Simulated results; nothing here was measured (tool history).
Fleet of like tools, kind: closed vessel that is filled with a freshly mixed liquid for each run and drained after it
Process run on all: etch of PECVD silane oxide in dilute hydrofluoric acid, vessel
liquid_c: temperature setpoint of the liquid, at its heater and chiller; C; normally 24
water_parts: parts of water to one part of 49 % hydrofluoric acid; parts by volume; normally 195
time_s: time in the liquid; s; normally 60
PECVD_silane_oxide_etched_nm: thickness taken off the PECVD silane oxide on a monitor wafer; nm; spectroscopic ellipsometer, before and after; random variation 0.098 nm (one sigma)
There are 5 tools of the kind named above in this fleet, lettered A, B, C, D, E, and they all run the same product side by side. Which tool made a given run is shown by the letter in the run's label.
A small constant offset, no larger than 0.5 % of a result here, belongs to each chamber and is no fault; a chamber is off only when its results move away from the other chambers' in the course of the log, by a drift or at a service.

run   hour  liquid_c  water_parts  time_s  hours since the thermometer was replaced  hours since the hydrofluoric acid flow meter was replaced  read-back film thickness of the PECVD silane oxide reference wafer, read on the same gauge (nm)  PECVD_silane_oxide_etched_nm
 1C    3.6        24          195      60                                      2255                                                      942.3                                                                                           109.99                        11.625
 2E    8.1        24          195      60                                     204.7                                                     1055.8                                                                                           110.01                        11.676
 3B   13.2        24          195      60                                    1523.8                                                      932.1                                                                                           110.03                        11.459
 4D   20.5        24          195      60                                      2652                                                      282.8                                                                                           109.98                        11.582
 5A   23.9        24          195      60                                     453.9                                                     1124.5                                                                                           110.02                        11.559
 6D   29.9        24          195      60                                    2661.4                                                      292.2                                                                                           110.02                        11.445
 7B   35.6        24          195      60                                    1546.2                                                      954.5                                                                                           109.98                        11.486
 8C   42.1        24          195      60                                    2293.5                                                      980.8                                                                                           109.98                        11.768
 9A   47.7        24          195      60                                     477.7                                                     1148.3                                                                                              110                        11.678
10E   51.7        24          195      60                                     248.3                                                     1099.4                                                                                           109.98                        11.546
11D   56.5        24          195      60                                      2688                                                      318.8                                                                                           109.97                        11.599
12B   60.4        24          195      60                                      1571                                                      979.3                                                                                           109.99                         11.38
13E   64.5        21          195      70                                     261.1                                                     1112.2                                                                                           109.99                        12.232
14C   70.7        21          195      70                                    2322.1                                                     1009.4                                                                                           110.01                        12.133
15A   75.9        21          195      70                                     505.9                                                     1176.5                                                                                           110.02                        12.034
16E   79.8        21          195      70                                     276.4                                                     1127.5                                                                                           109.98                        12.195
17B   84.9        21          195      70                                    1595.5                                                     1003.8                                                                                           109.99                        12.139
18D   90.5        24          195      60                                      2722                                                      352.8                                                                                           110.01                        11.553
19A   96.7        24          195      60                                     526.7                                                     1197.3                                                                                           110.04                        11.132
20C  102.3        24          195      60                                    2353.7                                                       1041                                                                                           110.04                        11.667
21A  108.4        21          195      60                                     538.4                                                       1209                                                                                           109.97                        10.003
22D  115.2        21          195      60                                    2746.7                                                      377.5                                                                                              110                        10.278
23B  121.8        21          195      60                                    1632.4                                                     1040.7                                                                                           110.01                        10.271
24C  125.7        21          195      60                                    2377.1                                                     1064.4                                                                                           110.03                        10.335
25E  130.1        21          195      60                                     326.7                                                     1177.8                                                                                           110.02                         10.32
26B  134.9        24          195      60                                    1645.5                                                     1053.8                                                                                           110.01                        11.558
27A  140.7        24          195      60                                     570.7                                                     1241.3                                                                                           110.01                        11.163
28E  144.3        24          195      60                                     340.9                                                       1192                                                                                           109.96                        11.691
29C  150.1        24          195      60                                    2401.5                                                     1088.8                                                                                           109.99                        11.504
30D  157.6        24          195      80                                    2789.1                                                      419.9                                                                                           109.99                        15.438
31C  161.1        24          195      80                                    2412.5                                                     1099.8                                                                                           110.01                        15.252
32E  165.2        24          195      80                                     361.8                                                     1212.9                                                                                           109.98                        15.514
33B  170.5        24          195      80                                    1681.1                                                     1089.4                                                                                              110                        15.399
34D  174.4        24          195      80                                    2805.9                                                      436.7                                                                                           109.99                        15.497
35A  178.2        24          195      60                                     608.2                                                     1278.8                                                                                           109.99                        10.829
36C  181.8        28          195      60                                    2433.2                                                     1120.5                                                                                           109.96                        13.461
37E  189.3        28          195      60                                     385.9                                                       1237                                                                                           110.01                        13.297
38A  194.9        28          195      60                                     624.9                                                     1295.5                                                                                           109.99                        12.287
39D  202.2        28          195      60                                    2833.7                                                      464.5                                                                                           109.96                        13.278
40B  206.4        28          195      60                                      1717                                                     1125.3                                                                                           109.99                        13.216
41B  213.9        24          195      60                                    1724.5                                                     1132.8                                                                                           110.03                        11.464
42D  219.5        24          195      60                                      2851                                                      481.8                                                                                           110.02                        11.459
43A  223.3        24          195      60                                     653.3                                                     1323.9                                                                                           110.03                        10.292
44C  227.6        24          195      60                                      2479                                                     1166.3                                                                                              110                        11.566

What goes on in this fleet: one chamber off, a drifting gauge, or nothing beyond the chambers' own small offsets? Name the chamber and the cause, if any.

It is chamber A that slowly wanders off from its peers.
Likeliest cause: hydrofluoric acid flow below the setpoint (%) = 8.9.
With only this log, it may be confused with: liquid colder than its thermometer reads (K).

Chamber A could run next with any of the 4 candidate recipes listed below; each alters the usual settings, and their results appear as question marks. Which one brings its results back in line with what the other chambers deliver on the usual settings?
In line means no further than this from the other chambers' mean on the usual settings: PECVD_silane_oxide_etched_nm 0.34 nm
45A-1  233.1        24          200      60                                                                                                                                                                                                                                   ?
45A-2  233.1      23.5          195      55                                                                                                                                                                                                                                   ?
45A-3  233.1      24.5          195      65                                                                                                                                                                                                                                   ?
45A-4  233.1        24          190      60                                                                                                                                                                                                                                   ?

On the usual settings, the other chambers give on average: PECVD_silane_oxide_etched_nm 11.565 nm
  run  PECVD_silane_oxide_etched_nm
45A-1                        10.033
45A-2                        9.3079
45A-3                        11.419
45A-4                        10.676
With 45A-3, the chamber falls back in line with the rest.
